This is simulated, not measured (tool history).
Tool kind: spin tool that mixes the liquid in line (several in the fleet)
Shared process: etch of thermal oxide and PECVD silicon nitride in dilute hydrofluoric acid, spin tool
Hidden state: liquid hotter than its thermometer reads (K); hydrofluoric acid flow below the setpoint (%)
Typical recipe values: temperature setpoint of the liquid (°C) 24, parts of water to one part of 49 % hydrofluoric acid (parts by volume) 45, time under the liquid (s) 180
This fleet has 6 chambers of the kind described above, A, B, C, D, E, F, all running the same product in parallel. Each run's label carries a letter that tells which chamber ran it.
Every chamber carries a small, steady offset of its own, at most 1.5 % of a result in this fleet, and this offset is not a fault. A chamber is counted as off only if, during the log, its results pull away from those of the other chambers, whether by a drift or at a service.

run   hour  temperature setpoint of the liquid (°C)  parts of water to one part of 49 % hydrofluoric acid (parts by volume)  time under the liquid (s)  hours since the thermometer was replaced  hours since the hydrofluoric acid flow meter was replaced  read-back film thickness of the thermal oxide reference wafer, read on the same gauge (nm)  read-back film thickness of the PECVD silicon nitride reference wafer, read on the same gauge (nm)  thickness taken off the thermal oxide on a monitor wafer (Å)  thickness taken off the PECVD silicon nitride on a monitor wafer (Å)
 1C    4.8                                       24                                                                      45                        180                                     838.4                                                      523.4                                                                                      60.008                                                                                              100.02                                                        200.22                                                                182.88
 2F   11.9                                       24                                                                      45                        180                                     988.7                                                        165                                                                                      60.001                                                                                                 100                                                        199.85                                                                188.86
        15  -- chamber A: thermometer replaced
 3A   17.1                                       24                                                                      45                        180                                       2.1                                                     1117.3                                                                                      59.994                                                                                              99.995                                                        199.04                                                                187.29
 4D     23                                       24                                                                      45                        180                                     881.4                                                       53.8                                                                                      60.006                                                                                                 100                                                        199.47                                                                   184
 5B     27                                       24                                                                      45                        180                                     760.3                                                      146.5                                                                                      60.028                                                                                              99.995                                                         199.8                                                                185.25
 6E   33.2                                       24                                                                      45                        180                                    1158.5                                                     1955.5                                                                                      60.007                                                                                              99.998                                                        196.66                                                                186.54
 7F   36.9                                       24                                                                      45                        180                                    1013.7                                                        190                                                                                      60.016                                                                                              100.02                                                        199.61                                                                189.05
 8E   43.7                                       24                                                                      45                        180                                      1169                                                       1966                                                                                      59.985                                                                                              99.997                                                        196.15                                                                186.44
 9D   48.4                                       24                                                                      45                        180                                     906.8                                                       79.2                                                                                      59.943                                                                                              100.03                                                        198.65                                                                183.86
10C   52.9                                       24                                                                      45                        180                                     886.5                                                      571.5                                                                                      60.018                                                                                              99.989                                                        200.29                                                                183.45
        57  -- chamber C: thermometer replaced
11A   59.5                                       24                                                                      45                        180                                      44.5                                                     1159.7                                                                                      60.055                                                                                              99.987                                                        198.36                                                                 186.6
12B   63.9                                       24                                                                      45                        180                                     797.2                                                      183.4                                                                                      60.047                                                                                              100.01                                                         199.3                                                                186.73
13E     71                                       24                                                                      45                        180                                    1196.3                                                     1993.3                                                                                      59.987                                                                                               99.99                                                         196.7                                                                187.46
14C   77.8                                       24                                                                      45                        180                                      20.8                                                      596.4                                                                                      59.991                                                                                              99.998                                                        200.52                                                                185.65
15D   84.8                                       27                                                                      60                        180                                     943.2                                                      115.6                                                                                      60.008                                                                                                 100                                                        165.72                                                                172.88
16F   89.4                                       27                                                                      60                        180                                    1066.2                                                      242.5                                                                                      59.997                                                                                              100.01                                                        164.92                                                                171.61
17A   95.2                                       27                                                                      60                        180                                      80.2                                                     1195.4                                                                                      60.025                                                                                                 100                                                        164.53                                                                171.15
18B  102.6                                       27                                                                      60                        180                                     835.9                                                      222.1                                                                                          60                                                                                               99.98                                                        164.82                                                                170.09
19E  107.9                                       27                                                                      60                        180                                    1233.2                                                     2030.2                                                                                      60.007                                                                                              100.02                                                        163.72                                                                172.88
20B  115.5                                       27                                                                      60                        180                                     848.8                                                        235                                                                                       60.02                                                                                              100.02                                                        164.39                                                                173.21
21D    122                                       24                                                                      45                        180                                     980.4                                                      152.8                                                                                      59.986                                                                                              99.996                                                        198.94                                                                187.86
22A  125.6                                       24                                                                      45                        180                                     110.6                                                     1225.8                                                                                      60.047                                                                                              99.992                                                        198.64                                                                189.13
23F  129.1                                       24                                                                      45                        180                                    1105.9                                                      282.2                                                                                      59.986                                                                                              99.973                                                        198.67                                                                189.75
24C  133.7                                       24                                                                      45                        180                                      76.7                                                      652.3                                                                                       60.04                                                                                              100.01                                                        200.15                                                                188.34
25A  138.2                                       24                                                                      45                        180                                     123.2                                                     1238.4                                                                                      60.006                                                                                              100.01                                                        197.71                                                                187.74
26D  143.1                                       24                                                                      45                        180                                    1001.5                                                      173.9                                                                                      59.978                                                                                              100.01                                                         198.7                                                                 184.9
27E  147.3                                       24                                                                      45                        180                                    1272.6                                                     2069.6                                                                                      60.008                                                                                              99.991                                                        196.19                                                                186.16
28B  152.3                                       24                                                                      45                        180                                     885.6                                                      271.8                                                                                      59.982                                                                                               99.98                                                        198.91                                                                186.35
29F  160.3                                       24                                                                      45                        180                                    1137.1                                                      313.4                                                                                      60.036                                                                                              99.982                                                         200.1                                                                187.89
30C  164.5                                       24                                                                      45                        180                                     107.5                                                      683.1                                                                                       60.02                                                                                              100.03                                                        200.64                                                                   187
31B  170.3                                       24                                                                      45                        180                                     903.6                                                      289.8                                                                                      59.993                                                                                               99.99                                                        198.06                                                                187.97
32C  178.2                                       24                                                                      45                        180                                     121.2                                                      696.8                                                                                      60.007                                                                                              99.992                                                        200.37                                                                185.11
33F    186                                       24                                                                      45                        180                                    1162.8                                                      339.1                                                                                      60.029                                                                                                 100                                                        198.19                                                                185.85
34E  194.1                                       24                                                                      45                        180                                    1319.4                                                     2116.4                                                                                      60.008                                                                                              99.996                                                        197.33                                                                 187.3
35A  197.8                                       24                                                                      45                        180                                     182.8                                                       1298                                                                                      59.979                                                                                              100.01                                                        197.38                                                                 186.2
36D  203.5                                       24                                                                      45                        180                                    1061.9                                                      234.3                                                                                      60.027                                                                                              99.985                                                        198.47                                                                186.34
37A  208.5                                       24                                                                      45                        180                                     193.5                                                     1308.7                                                                                      60.003                                                                                              99.994                                                        199.04                                                                187.77

All chambers now run identical settings, listed one chamber a line with results as question marks. What results will each chamber show?
38A  214.3                                       24                                                                      45                        240                                                                                                                                                                                                                                                                                                                                                                  ?                                                                     ?
38B  214.3                                       24                                                                      45                        240                                                                                                                                                                                                                                                                                                                                                                  ?                                                                     ?
38C  214.3                                       24                                                                      45                        240                                                                                                                                                                                                                                                                                                                                                                  ?                                                                     ?
38D  214.3                                       24                                                                      45                        240                                                                                                                                                                                                                                                                                                                                                                  ?                                                                     ?
38E  214.3                                       24                                                                      45                        240                                                                                                                                                                                                                                                                                                                                                                  ?                                                                     ?
38F  214.3                                       24                                                                      45                        240                                                                                                                                                                                                                                                                                                                                                                  ?                                                                     ?

run  thickness taken off the thermal oxide on a monitor wafer (Å)  thickness taken off the PECVD silicon nitride on a monitor wafer (Å)
38A                                                        264.71                                                                 248.5
38B                                                         265.4                                                                 248.2
38C                                                        266.72                                                                248.25
38D                                                        263.51                                                                 243.8
38E                                                        261.69                                                                248.57
38F                                                        266.33                                                                250.17
